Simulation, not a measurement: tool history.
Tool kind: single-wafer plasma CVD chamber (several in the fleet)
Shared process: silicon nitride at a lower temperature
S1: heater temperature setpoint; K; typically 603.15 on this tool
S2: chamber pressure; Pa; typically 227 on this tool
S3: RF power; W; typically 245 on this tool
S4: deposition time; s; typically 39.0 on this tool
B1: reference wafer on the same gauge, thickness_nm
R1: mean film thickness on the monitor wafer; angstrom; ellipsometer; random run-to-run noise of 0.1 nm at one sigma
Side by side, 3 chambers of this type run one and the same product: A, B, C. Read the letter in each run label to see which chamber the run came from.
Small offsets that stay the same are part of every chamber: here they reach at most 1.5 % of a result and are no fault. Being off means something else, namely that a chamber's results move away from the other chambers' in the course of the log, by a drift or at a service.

{"run": "1A", "hour": 3.2, "S1": 603.15, "S2": 227, "S3": 245, "S4": 39.0, "B1": 33.732, "R1": 411.3}
{"run": "2B", "hour": 5.8, "S1": 603.15, "S2": 227, "S3": 245, "S4": 39.0, "B1": 33.735, "R1": 404.32}
{"run": "3C", "hour": 8.8, "S1": 603.15, "S2": 227, "S3": 245, "S4": 39.0, "B1": 33.704, "R1": 406.93}
{"run": "4B", "hour": 13.2, "S1": 603.15, "S2": 227, "S3": 245, "S4": 39.0, "B1": 33.701, "R1": 405.91}
{"run": "5C", "hour": 18.6, "S1": 603.15, "S2": 227, "S3": 205, "S4": 39.0, "B1": 33.705, "R1": 355.76}
{"run": "6A", "hour": 23.5, "S1": 603.15, "S2": 227, "S3": 205, "S4": 39.0, "B1": 33.692, "R1": 360.2}
{"run": "7C", "hour": 28.8, "S1": 603.15, "S2": 227, "S3": 205, "S4": 39.0, "B1": 33.689, "R1": 355.89}
{"run": "8A", "hour": 31.8, "S1": 603.15, "S2": 227, "S3": 245, "S4": 39.0, "B1": 33.684, "R1": 412.14}
{"run": "9B", "hour": 37.4, "S1": 603.15, "S2": 227, "S3": 245, "S4": 39.0, "B1": 33.675, "R1": 403.34}
{"run": "10C", "hour": 42.9, "S1": 603.15, "S2": 227, "S3": 245, "S4": 39.0, "B1": 33.71, "R1": 405.84}
{"run": "11A", "hour": 46.6, "S1": 603.15, "S2": 227, "S3": 245, "S4": 39.0, "B1": 33.71, "R1": 410.27}
{"hour": 48.9, "done": "chamber B: capacitance manometer re-zeroed and calibrated"}
{"run": "12B", "hour": 49.2, "S1": 603.15, "S2": 227, "S3": 245, "S4": 39.0, "B1": 33.711, "R1": 403.6}
{"run": "13B", "hour": 52.5, "S1": 603.15, "S2": 227, "S3": 245, "S4": 39.0, "B1": 33.702, "R1": 406.0}
{"run": "14A", "hour": 56.1, "S1": 603.15, "S2": 204, "S3": 245, "S4": 39.0, "B1": 33.721, "R1": 400.35}
{"run": "15C", "hour": 59.9, "S1": 603.15, "S2": 204, "S3": 245, "S4": 39.0, "B1": 33.715, "R1": 394.41}
{"run": "16A", "hour": 64.8, "S1": 603.15, "S2": 204, "S3": 245, "S4": 39.0, "B1": 33.712, "R1": 399.8}
{"run": "17C", "hour": 68.7, "S1": 603.15, "S2": 227, "S3": 245, "S4": 39.0, "B1": 33.695, "R1": 405.62}
{"hour": 71.6, "done": "chamber B: RF generator calibrated"}
{"run": "18B", "hour": 72.5, "S1": 603.15, "S2": 227, "S3": 245, "S4": 39.0, "B1": 33.683, "R1": 405.18}
{"run": "19C", "hour": 75.5, "S1": 597.15, "S2": 227, "S3": 245, "S4": 35.1, "B1": 33.711, "R1": 365.74}
{"run": "20A", "hour": 78.2, "S1": 597.15, "S2": 227, "S3": 245, "S4": 35.1, "B1": 33.701, "R1": 371.26}
{"run": "21B", "hour": 82.8, "S1": 597.15, "S2": 227, "S3": 245, "S4": 35.1, "B1": 33.698, "R1": 364.58}
{"run": "22C", "hour": 85.4, "S1": 603.15, "S2": 227, "S3": 245, "S4": 39.0, "B1": 33.687, "R1": 403.43}
{"run": "23B", "hour": 89.4, "S1": 603.15, "S2": 227, "S3": 245, "S4": 39.0, "B1": 33.699, "R1": 404.62}
{"run": "24A", "hour": 94.8, "S1": 603.15, "S2": 227, "S3": 245, "S4": 39.0, "B1": 33.711, "R1": 410.97}
{"run": "25B", "hour": 98.5, "S1": 603.15, "S2": 227, "S3": 245, "S4": 39.0, "B1": 33.695, "R1": 404.92}
{"run": "26C", "hour": 104.1, "S1": 603.15, "S2": 227, "S3": 245, "S4": 39.0, "B1": 33.709, "R1": 405.59}
{"run": "27A", "hour": 108.4, "S1": 603.15, "S2": 227, "S3": 245, "S4": 39.0, "B1": 33.713, "R1": 410.6}
{"run": "28C", "hour": 112.6, "S1": 603.15, "S2": 227, "S3": 245, "S4": 39.0, "B1": 33.718, "R1": 406.37}
{"run": "29A", "hour": 115.4, "S1": 603.15, "S2": 227, "S3": 245, "S4": 39.0, "B1": 33.718, "R1": 411.59}
{"hour": 119.2, "done": "chamber C: capacitance manometer re-zeroed and calibrated"}
{"run": "30B", "hour": 121.2, "S1": 603.15, "S2": 227, "S3": 245, "S4": 39.0, "B1": 33.701, "R1": 405.23}
{"run": "31B", "hour": 125.2, "S1": 603.15, "S2": 227, "S3": 245, "S4": 39.0, "B1": 33.702, "R1": 405.59}
{"run": "32A", "hour": 129.8, "S1": 603.15, "S2": 227, "S3": 245, "S4": 39.0, "B1": 33.705, "R1": 411.21}
{"run": "33C", "hour": 135.5, "S1": 603.15, "S2": 227, "S3": 245, "S4": 39.0, "B1": 33.714, "R1": 396.45}
{"run": "34C", "hour": 139.6, "S1": 614.15, "S2": 201, "S3": 245, "S4": 39.0, "B1": 33.694, "R1": 382.66}
{"run": "35B", "hour": 143.4, "S1": 614.15, "S2": 201, "S3": 245, "S4": 39.0, "B1": 33.685, "R1": 390.28}
{"run": "36A", "hour": 149.0, "S1": 614.15, "S2": 201, "S3": 245, "S4": 39.0, "B1": 33.715, "R1": 395.17}
{"run": "37A", "hour": 152.8, "S1": 603.15, "S2": 227, "S3": 245, "S4": 39.0, "B1": 33.7, "R1": 411.96}
{"run": "38C", "hour": 157.8, "S1": 603.15, "S2": 227, "S3": 200, "S4": 39.0, "B1": 33.685, "R1": 342.65}
{"run": "39B", "hour": 161.4, "S1": 603.15, "S2": 227, "S3": 200, "S4": 39.0, "B1": 33.712, "R1": 349.29}
{"run": "40C", "hour": 164.1, "S1": 603.15, "S2": 227, "S3": 200, "S4": 39.0, "B1": 33.71, "R1": 342.6}
{"run": "41A", "hour": 169.5, "S1": 603.15, "S2": 227, "S3": 245, "S4": 39.0, "B1": 33.695, "R1": 410.79}
{"run": "42B", "hour": 175.0, "S1": 603.15, "S2": 281, "S3": 245, "S4": 39.0, "B1": 33.711, "R1": 427.19}
{"run": "43C", "hour": 180.4, "S1": 603.15, "S2": 281, "S3": 245, "S4": 39.0, "B1": 33.695, "R1": 419.82}
{"run": "44B", "hour": 184.5, "S1": 603.15, "S2": 281, "S3": 245, "S4": 39.0, "B1": 33.7, "R1": 428.51}

Which is it: a chamber that has drifted or been left off by a service, a gauge drift common to all chambers, or only each chamber's usual small offset? If a chamber is off, name it and its likeliest cause.

A service on chamber C put it out of line with the rest.
Likeliest cause: true pressure below the setpoint (%) = 7.88.

Here are 4 candidates for chamber C's next run, each the usual settings with a change, their results left as question marks. Which one brings its results back in line with what the others give on the usual settings?
Maximum distance from the other chambers' mean on the usual settings for a result to count as in line: R1 3.50 angstrom
{"run": "45C-1", "hour": 188.7, "S1": 603.15, "S2": 224, "S3": 245, "S4": 38.0, "R1": "?"}
{"run": "45C-2", "hour": 188.7, "S1": 603.15, "S2": 227, "S3": 245, "S4": 39.4, "R1": "?"}
{"run": "45C-3", "hour": 188.7, "S1": 603.15, "S2": 225, "S3": 245, "S4": 38.7, "R1": "?"}
{"run": "45C-4", "hour": 188.7, "S1": 603.15, "S2": 249, "S3": 245, "S4": 39.0, "R1": "?"}

Other chambers, usual settings, mean: R1 407.88 angstrom
run=45C-1 R1=386.29
run=45C-2 R1=401.79
run=45C-3 R1=394.03
run=45C-4 R1=408.14
45C-4 is the one that brings the chamber's results back in line with the other chambers.
